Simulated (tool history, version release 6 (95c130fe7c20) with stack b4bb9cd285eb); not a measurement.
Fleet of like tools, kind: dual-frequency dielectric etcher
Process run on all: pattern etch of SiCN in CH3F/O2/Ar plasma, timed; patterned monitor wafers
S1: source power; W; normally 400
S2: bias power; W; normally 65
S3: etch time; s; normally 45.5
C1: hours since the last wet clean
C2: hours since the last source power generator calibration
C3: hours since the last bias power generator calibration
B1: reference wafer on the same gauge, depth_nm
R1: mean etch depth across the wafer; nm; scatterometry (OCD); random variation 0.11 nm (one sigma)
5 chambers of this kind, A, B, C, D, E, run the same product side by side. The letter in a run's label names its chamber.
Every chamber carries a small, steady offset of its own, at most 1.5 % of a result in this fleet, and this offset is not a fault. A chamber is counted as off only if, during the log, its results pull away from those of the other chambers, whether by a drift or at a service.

run	hour	S1	S2	S3	C1	C2	C3	B1	R1
1C	4.4	400	65	45.5	431.7	2352.5	2907.3	19.602	16.145
2A	10.8	400	65	45.5	355.2	324.7	1284.8	19.589	16.339
3E	17.9	400	65	45.5	62.4	1733.6	1166.9	19.593	16.293
4B	26.7	400	65	45.5	509.4	1257.8	4491.2	19.612	16.565
5D	35.4	400	65	45.5	192.6	1600.5	725.5	19.604	16.352
6B	42.9	400	65	45.5	525.6	1274.0	4507.4	19.602	16.603
7D	50.0	400	65	45.5	207.2	1615.1	740.1	19.589	16.712
8E	56.8	400	65	45.5	101.3	1772.5	1205.8	19.617	16.461
9C	65.4	400	65	45.5	492.7	2413.5	2968.3	19.602	16.258
10A	72.3	400	65	45.5	416.7	386.2	1346.3	19.580	16.408
# hour 73.6: chamber B: bias power generator calibrated
# hour 74.7: chamber B: wet clean of the chamber
11A	78.5	400	65	45.5	422.9	392.4	1352.5	19.634	16.201
12D	87.1	400	65	45.5	244.3	1652.2	777.2	19.596	16.470
# hour 88.7: chamber A: wet clean of the chamber
13B	91.5	400	65	45.5	16.9	1322.6	18.0	19.580	16.626
14E	100.1	400	65	45.5	144.6	1815.8	1249.1	19.593	16.318
15C	107.9	400	65	45.5	535.2	2456.0	3010.8	19.577	16.349
16C	114.5	400	65	45.5	541.8	2462.6	3017.4	19.592	16.233
17E	119.5	400	65	45.5	164.0	1835.2	1268.5	19.614	16.318
18B	129.2	400	65	45.5	54.6	1360.3	55.7	19.572	16.677
19A	136.5	400	65	45.5	47.8	450.4	1410.5	19.592	16.384
20D	145.2	400	65	45.5	302.4	1710.3	835.3	19.581	16.575
21C	149.6	400	65	45.5	576.9	2497.7	3052.5	19.576	16.299
22B	154.0	400	65	45.5	79.4	1385.1	80.5	19.580	16.545
23D	161.7	400	65	45.5	318.9	1726.8	851.8	19.606	16.554
24A	169.7	400	65	45.5	81.0	483.6	1443.7	19.581	16.239
25E	178.1	400	65	45.5	222.6	1893.8	1327.1	19.594	16.296
26C	184.5	400	65	45.5	611.8	2532.6	3087.4	19.610	16.456
27A	191.0	400	65	45.5	102.3	504.9	1465.0	19.612	16.361
28B	198.1	440	73	45.5	123.5	1429.2	124.6	19.607	18.022
# hour 205.0: chamber D: wet clean of the chamber
29E	206.8	440	73	45.5	251.3	1922.5	1355.8	19.603	17.739
30D	215.4	440	73	45.5	10.5	1780.5	905.5	19.585	17.802
31B	223.0	440	73	45.5	148.4	1454.1	149.5	19.597	17.671
32A	227.9	440	73	45.5	139.2	541.8	1501.9	19.631	17.612
# hour 230.0: chamber C: wet clean of the chamber
33C	237.6	400	65	45.5	7.7	2585.7	3140.5	19.585	16.273

The same settings go to every chamber for the next run, one line per chamber below. Forecast the results for each:
34A	244.5	480	65	45.5					?
34B	244.5	480	65	45.5					?
34C	244.5	480	65	45.5					?
34D	244.5	480	65	45.5					?
34E	244.5	480	65	45.5					?

run	R1
34A	17.606
34B	17.793
34C	17.567
34D	17.470
34E	17.699

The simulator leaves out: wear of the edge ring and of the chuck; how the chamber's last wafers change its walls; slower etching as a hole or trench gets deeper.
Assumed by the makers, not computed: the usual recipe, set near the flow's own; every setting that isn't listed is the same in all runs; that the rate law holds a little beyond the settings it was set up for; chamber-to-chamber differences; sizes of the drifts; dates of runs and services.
